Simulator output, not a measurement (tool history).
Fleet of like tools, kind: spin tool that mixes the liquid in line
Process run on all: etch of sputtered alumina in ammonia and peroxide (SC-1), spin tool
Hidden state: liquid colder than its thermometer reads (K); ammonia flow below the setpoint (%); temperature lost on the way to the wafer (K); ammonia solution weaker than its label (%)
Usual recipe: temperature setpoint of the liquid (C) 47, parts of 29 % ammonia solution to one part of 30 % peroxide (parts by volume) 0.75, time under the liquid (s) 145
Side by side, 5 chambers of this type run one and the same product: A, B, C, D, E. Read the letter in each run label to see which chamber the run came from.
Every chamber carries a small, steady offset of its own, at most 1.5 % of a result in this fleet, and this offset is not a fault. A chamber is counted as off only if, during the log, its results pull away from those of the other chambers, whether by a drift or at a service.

run	day	temperature setpoint of the liquid (C)	parts of 29 % ammonia solution to one part of 30 % peroxide (parts by volume)	time under the liquid (s)	hours since the thermometer was replaced	hours since the ammonia flow meter was replaced	hours since the heated supply line was repaired	hours since the drum of ammonia solution was connected	read-back film thickness of the sputtered alumina reference wafer, read on the same gauge (nm)	thickness taken off the sputtered alumina on a monitor wafer (angstrom)
1D	0.383	47	0.75	145	1774	1297.6	1781.8	1212.4	149.99	53.04
2C	0.942	47	0.75	145	307.7	1001.6	1594.7	429.8	149.99	53.645
3E	1.408	47	0.75	145	1080.4	79.3	1420.7	341.8	150.02	53.383
4A	1.925	47	0.75	145	122.7	544.8	1875.6	346.2	149.99	54.39
5B	2.504	47	0.75	145	495.2	121.8	1646.9	186.6	149.98	52.948
# day 3.046: chamber D: new drum of ammonia solution connected
6E	3.15	47	1.05	70	1122.2	121.1	1462.5	383.6	150	26.689
7B	3.688	47	1.05	70	523.6	150.2	1675.3	215	150.01	26.671
# day 4.221: chamber D: heated supply line repaired
8C	4.3	47	1.05	70	388.3	1082.2	1675.3	510.4	150	26.771
# day 4.488: chamber B: new drum of ammonia solution connected
9A	4.879	47	1.05	70	193.6	615.7	1946.5	417.1	150	26.994
# day 5.254: chamber C: ammonia flow meter replaced
10D	5.396	47	1.05	70	1894.3	1417.9	28.2	56.4	150	26.491
11D	5.804	42	0.75	105	1904.1	1427.7	38	66.2	150	29.069
12B	6.471	42	0.75	105	590.4	217	1742.1	47.6	149.99	29.113
13A	7.138	42	0.75	105	247.8	669.9	2000.7	471.3	149.98	29.586
14C	7.792	42	0.75	105	472.1	60.9	1759.1	594.2	150.01	29.06
15E	8.208	42	0.75	105	1243.6	242.5	1583.9	505	149.98	28.887
16A	8.692	54.5	0.75	145	285.1	707.2	2038	508.6	150	82.103
17C	9.325	54.5	0.75	145	508.9	97.7	1795.9	631	150	80.983
18D	9.896	54.5	0.75	145	2002.3	1525.9	136.2	164.4	149.97	79.951
19B	10.483	54.5	0.75	145	686.7	313.3	1838.4	143.9	149.96	80.637
20E	11.154	54.5	0.75	145	1314.3	313.2	1654.6	575.7	150.01	78.759
21C	11.725	47	0.75	90	566.5	155.3	1853.5	688.6	149.99	33.276
22E	12.375	47	0.75	90	1343.6	342.5	1683.9	605	150.03	32.327
# day 12.733: chamber B: new drum of ammonia solution connected
23B	13.042	47	0.75	90	748.1	374.7	1899.8	7.4	150	33.29
24A	13.708	47	0.75	90	405.5	827.6	2158.4	629	150.01	33.677
25D	14.25	47	0.75	90	2106.8	1630.4	240.7	268.9	149.98	32.735
# day 14.312: chamber E: new drum of ammonia solution connected
# day 14.367: chamber B: ammonia flow meter replaced
# day 14.483: chamber B: thermometer replaced
# day 14.608: chamber C: thermometer replaced
26A	14.867	47	0.75	145	433.3	855.4	2186.2	656.8	150.02	53.864
27B	15.167	47	0.75	145	16.4	19.2	1950.8	58.4	150.01	53.388
28D	15.85	47	0.75	145	2145.2	1668.8	279.1	307.3	150	53.349
# day 16.054: chamber A: heated supply line repaired
29C	16.496	47	0.75	145	45.3	269.8	1968	803.1	149.99	53.832
30E	17.167	47	0.75	145	1458.6	457.5	1798.9	68.5	150	51.14
31E	17.688	47	0.75	145	1471.1	470	1811.4	81	149.99	51.165
32D	18.258	47	0.75	145	2203	1726.6	336.9	365.1	150.01	53.205
33C	18.658	47	0.75	145	97.2	321.7	2019.9	855	150.03	53.971
34B	19.196	47	0.55	115	113.1	115.9	2047.5	155.1	150.01	41.375
35A	19.542	47	0.55	115	545.5	967.6	83.8	769	150	41.876

Does one chamber stand apart from the rest, does the shared gauge drift, or is all well apart from small per-chamber offsets? Give the chamber and the most likely cause, where there is one.

It is chamber E that slowly wanders off from its peers.
Most likely cause: liquid colder than its thermometer reads (K) = 1.01.
The log might look much the same if the cause were instead: temperature lost on the way to the wafer (K).

Below are 4 candidate recipes for chamber E's next run, each the usual settings with a change, their results shown as question marks. Which of them brings E's results back in line with what the other chambers give on the usual settings?
To be in line, a result may differ from the other chambers' mean on the usual settings by at most: thickness taken off the sputtered alumina on a monitor wafer (angstrom) 0.76
36E-1	20.029	46	0.75	145						?
36E-2	20.029	47.5	0.75	150						?
36E-3	20.029	47	0.9	145						?
36E-4	20.029	47	0.6	145						?

The mean the other chambers reach with the usual settings: thickness taken off the sputtered alumina on a monitor wafer (angstrom) 53.562
run	thickness taken off the sputtered alumina on a monitor wafer (angstrom)
36E-1	47.978
36E-2	54.036
36E-3	51.668
36E-4	49.717
The right change is 36E-2: it brings the chamber back within the allowed miss of the others.
